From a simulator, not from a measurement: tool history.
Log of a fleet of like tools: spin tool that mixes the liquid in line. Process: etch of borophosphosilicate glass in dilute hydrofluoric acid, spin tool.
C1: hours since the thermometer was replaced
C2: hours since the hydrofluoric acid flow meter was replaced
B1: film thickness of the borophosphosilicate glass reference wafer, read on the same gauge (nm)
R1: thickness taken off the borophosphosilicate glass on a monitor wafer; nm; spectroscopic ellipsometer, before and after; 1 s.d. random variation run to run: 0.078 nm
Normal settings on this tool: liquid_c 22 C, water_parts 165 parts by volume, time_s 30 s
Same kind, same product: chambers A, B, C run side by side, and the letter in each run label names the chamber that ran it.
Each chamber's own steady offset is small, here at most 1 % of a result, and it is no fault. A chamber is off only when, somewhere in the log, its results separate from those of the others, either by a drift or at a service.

Run 1C, day 0.25: usual settings; C1 97.2; C2 1408.2; B1 99.964. Result: R1 11.401 nm.
Run 2B, day 0.667: usual settings; C1 433.3; C2 539.6; B1 99.995. Result: R1 11.106 nm.
Run 3A, day 1.171: usual settings; C1 1996.3; C2 845.7; B1 100.02. Result: R1 11.228 nm.
Run 4B, day 1.542: usual settings; C1 454.3; C2 560.6; B1 99.992. Result: R1 11.239 nm.
Run 5C, day 1.85: usual settings; C1 135.6; C2 1446.6; B1 100.01. Result: R1 11.261 nm.
Run 6A, day 2.121: usual settings; C1 2019.1; C2 868.5; B1 99.999. Result: R1 11.191 nm.
Run 7B, day 2.642: usual settings; C1 480.7; C2 587; B1 100.01. Result: R1 11.111 nm.
Run 8C, day 3.075: usual settings; C1 165; C2 1476; B1 100. Result: R1 11.358 nm.
Run 9A, day 3.562: usual settings; C1 2053.7; C2 903.1; B1 100.02. Result: R1 11.392 nm.
Run 10B, day 4.054: usual settings; C1 514.6; C2 620.9; B1 100.04. Result: R1 11.243 nm.
Run 11A, day 4.312: usual settings; C1 2071.7; C2 921.1; B1 100.04. Result: R1 11.344 nm.
Run 12C, day 4.812: usual settings; C1 206.7; C2 1517.7; B1 99.957. Result: R1 11.384 nm.
Run 13A, day 5.296: usual settings; C1 2095.3; C2 944.7; B1 99.966. Result: R1 11.396 nm.
Run 14B, day 5.604: usual settings; C1 551.8; C2 658.1; B1 99.983. Result: R1 11.21 nm.
Run 15C, day 6.121: usual settings; C1 238.1; C2 1549.1; B1 100.01. Result: R1 11.379 nm.
Run 16C, day 6.612: usual settings; C1 249.9; C2 1560.9; B1 100.04. Result: R1 11.404 nm.
Run 17A, day 7.108: usual settings; C1 2138.8; C2 988.2; B1 100.02. Result: R1 11.471 nm.
Run 18B, day 7.654: usual settings but liquid_c 20.5 C; C1 601; C2 707.3; B1 99.981. Result: R1 10.526 nm.
Run 19A, day 8.221: usual settings but liquid_c 20.5 C; C1 2165.5; C2 1014.9; B1 99.985. Result: R1 11.04 nm.
Run 20B, day 8.542: usual settings but liquid_c 20.5 C; C1 622.3; C2 728.6; B1 99.965. Result: R1 10.66 nm.
Run 21C, day 8.825: usual settings; C1 303; C2 1614; B1 100. Result: R1 11.448 nm.
Run 22A, day 9.383: usual settings; C1 2193.4; C2 1042.8; B1 99.967. Result: R1 11.809 nm.
Run 23B, day 9.954: usual settings; C1 656.2; C2 762.5; B1 99.999. Result: R1 11.187 nm.
Run 24C, day 10.238: usual settings; C1 336.9; C2 1647.9; B1 100. Result: R1 11.338 nm.

All chambers now run identical settings, listed one chamber a line with results as question marks. What results will each chamber show?
Run 25A, day 10.65: usual settings. Result: R1 ?.
Run 25B, day 10.65: usual settings. Result: R1 ?.
Run 25C, day 10.65: usual settings. Result: R1 ?.

run      R1
25A  11.835
25B  11.336
25C  11.297
